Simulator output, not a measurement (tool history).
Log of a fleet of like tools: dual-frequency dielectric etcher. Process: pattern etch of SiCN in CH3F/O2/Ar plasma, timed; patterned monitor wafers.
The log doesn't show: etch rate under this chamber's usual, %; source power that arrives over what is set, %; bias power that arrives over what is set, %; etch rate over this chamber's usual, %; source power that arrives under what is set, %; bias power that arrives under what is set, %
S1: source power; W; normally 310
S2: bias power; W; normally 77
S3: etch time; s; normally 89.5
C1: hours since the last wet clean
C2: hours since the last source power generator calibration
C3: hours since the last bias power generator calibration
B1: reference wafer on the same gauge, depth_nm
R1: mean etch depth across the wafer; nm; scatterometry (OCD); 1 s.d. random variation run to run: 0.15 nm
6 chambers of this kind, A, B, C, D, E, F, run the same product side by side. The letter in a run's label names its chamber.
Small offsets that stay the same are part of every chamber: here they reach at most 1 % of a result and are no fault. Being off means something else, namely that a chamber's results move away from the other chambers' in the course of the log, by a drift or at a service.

run 1B hour=4.4 | S1=310 S2=77 S3=89.5 | C1=160.5 C2=854.2 C3=292.7 | B1=25.824 | R1=31.211
run 2E hour=9.4 | S1=310 S2=77 S3=89.5 | C1=33.5 C2=3413.5 C3=1368.9 | B1=25.778 | R1=31.154
run 3C hour=13.9 | S1=310 S2=77 S3=89.5 | C1=177.8 C2=363.3 C3=5341.7 | B1=25.804 | R1=31.231
run 4A hour=21.2 | S1=310 S2=77 S3=89.5 | C1=110.7 C2=1770.3 C3=2692.8 | B1=25.804 | R1=31.114
-- hour=21.5 chamber D: wet clean of the chamber
run 5D hour=28.1 | S1=310 S2=77 S3=89.5 | C1=6.6 C2=1837.2 C3=475.3 | B1=25.816 | R1=31.204
run 6F hour=32.6 | S1=310 S2=77 S3=89.5 | C1=370.9 C2=1160.6 C3=392.3 | B1=25.799 | R1=31.328
run 7E hour=36.9 | S1=310 S2=77 S3=89.5 | C1=61 C2=3441 C3=1396.4 | B1=25.808 | R1=31.174
run 8C hour=41.8 | S1=310 S2=77 S3=89.5 | C1=205.7 C2=391.2 C3=5369.6 | B1=25.829 | R1=31.085
run 9B hour=47.3 | S1=310 S2=77 S3=89.5 | C1=203.4 C2=897.1 C3=335.6 | B1=25.798 | R1=31.288
run 10F hour=50.6 | S1=310 S2=77 S3=89.5 | C1=388.9 C2=1178.6 C3=410.3 | B1=25.789 | R1=31.203
run 11D hour=57.8 | S1=310 S2=77 S3=89.5 | C1=36.3 C2=1866.9 C3=505 | B1=25.816 | R1=31.109
run 12A hour=64.8 | S1=310 S2=77 S3=89.5 | C1=154.3 C2=1813.9 C3=2736.4 | B1=25.795 | R1=31.381
run 13D hour=69.2 | S1=310 S2=77 S3=89.5 | C1=47.7 C2=1878.3 C3=516.4 | B1=25.806 | R1=31.369
run 14B hour=74.2 | S1=310 S2=77 S3=89.5 | C1=230.3 C2=924 C3=362.5 | B1=25.79 | R1=31.318
-- hour=76.9 chamber F: wet clean of the chamber
run 15A hour=80.9 | S1=310 S2=77 S3=89.5 | C1=170.4 C2=1830 C3=2752.5 | B1=25.756 | R1=31.372
run 16F hour=85.3 | S1=310 S2=77 S3=89.5 | C1=8.5 C2=1213.3 C3=445 | B1=25.805 | R1=29.954
run 17E hour=92.1 | S1=310 S2=77 S3=89.5 | C1=116.2 C2=3496.2 C3=1451.6 | B1=25.814 | R1=31.117
run 18C hour=98.3 | S1=310 S2=77 S3=89.5 | C1=262.2 C2=447.7 C3=5426.1 | B1=25.798 | R1=31.107
run 19D hour=103.8 | S1=310 S2=77 S3=89.5 | C1=82.3 C2=1912.9 C3=551 | B1=25.802 | R1=31.29
run 20B hour=108.2 | S1=310 S2=71 S3=77 | C1=264.3 C2=958 C3=396.5 | B1=25.819 | R1=25.907
run 21E hour=115.1 | S1=310 S2=71 S3=77 | C1=139.2 C2=3519.2 C3=1474.6 | B1=25.806 | R1=26.175
run 22F hour=120 | S1=310 S2=71 S3=77 | C1=43.2 C2=1248 C3=479.7 | B1=25.832 | R1=25.086
run 23C hour=125.7 | S1=310 S2=71 S3=77 | C1=289.6 C2=475.1 C3=5453.5 | B1=25.785 | R1=25.874
run 24A hour=129 | S1=310 S2=71 S3=77 | C1=218.5 C2=1878.1 C3=2800.6 | B1=25.785 | R1=26.018
run 25E hour=134.6 | S1=310 S2=71 S3=77 | C1=158.7 C2=3538.7 C3=1494.1 | B1=25.789 | R1=25.994
run 26D hour=139.9 | S1=310 S2=77 S3=89.5 | C1=118.4 C2=1949 C3=587.1 | B1=25.796 | R1=31.288
run 27F hour=146 | S1=310 S2=77 S3=89.5 | C1=69.2 C2=1274 C3=505.7 | B1=25.79 | R1=29.802
run 28B hour=152.8 | S1=310 S2=59 S3=89.5 | C1=308.9 C2=1002.6 C3=441.1 | B1=25.808 | R1=28.174
run 29A hour=158.1 | S1=310 S2=59 S3=89.5 | C1=247.6 C2=1907.2 C3=2829.7 | B1=25.776 | R1=28.2
run 30C hour=164.4 | S1=310 S2=59 S3=89.5 | C1=328.3 C2=513.8 C3=5492.2 | B1=25.784 | R1=28.258
run 31E hour=168.7 | S1=310 S2=59 S3=89.5 | C1=192.8 C2=3572.8 C3=1528.2 | B1=25.834 | R1=28.023
run 32D hour=173.5 | S1=310 S2=59 S3=89.5 | C1=152 C2=1982.6 C3=620.7 | B1=25.811 | R1=28.386
run 33A hour=177.4 | S1=310 S2=59 S3=89.5 | C1=266.9 C2=1926.5 C3=2849 | B1=25.802 | R1=28.33
run 34B hour=180.9 | S1=340 S2=77 S3=100 | C1=337 C2=1030.7 C3=469.2 | B1=25.808 | R1=36.33
run 35C hour=185.9 | S1=340 S2=77 S3=100 | C1=349.8 C2=535.3 C3=5513.7 | B1=25.808 | R1=35.961
run 36F hour=192.1 | S1=340 S2=77 S3=100 | C1=115.3 C2=1320.1 C3=551.8 | B1=25.78 | R1=34.47
run 37B hour=199.1 | S1=340 S2=77 S3=100 | C1=355.2 C2=1048.9 C3=487.4 | B1=25.787 | R1=36.022
run 38D hour=203.7 | S1=340 S2=77 S3=100 | C1=182.2 C2=2012.8 C3=650.9 | B1=25.816 | R1=36.166

Predict what each chamber gives when all 6 of them run the settings below next.
run 39A hour=209 | S1=310 S2=77 S3=89.5 | R1=?
run 39B hour=209 | S1=310 S2=77 S3=89.5 | R1=?
run 39C hour=209 | S1=310 S2=77 S3=89.5 | R1=?
run 39D hour=209 | S1=310 S2=77 S3=89.5 | R1=?
run 39E hour=209 | S1=310 S2=77 S3=89.5 | R1=?
run 39F hour=209 | S1=310 S2=77 S3=89.5 | R1=?

run=39A R1=31.173
run=39B R1=31.119
run=39C R1=31.115
run=39D R1=31.239
run=39E R1=31.321
run=39F R1=30.035

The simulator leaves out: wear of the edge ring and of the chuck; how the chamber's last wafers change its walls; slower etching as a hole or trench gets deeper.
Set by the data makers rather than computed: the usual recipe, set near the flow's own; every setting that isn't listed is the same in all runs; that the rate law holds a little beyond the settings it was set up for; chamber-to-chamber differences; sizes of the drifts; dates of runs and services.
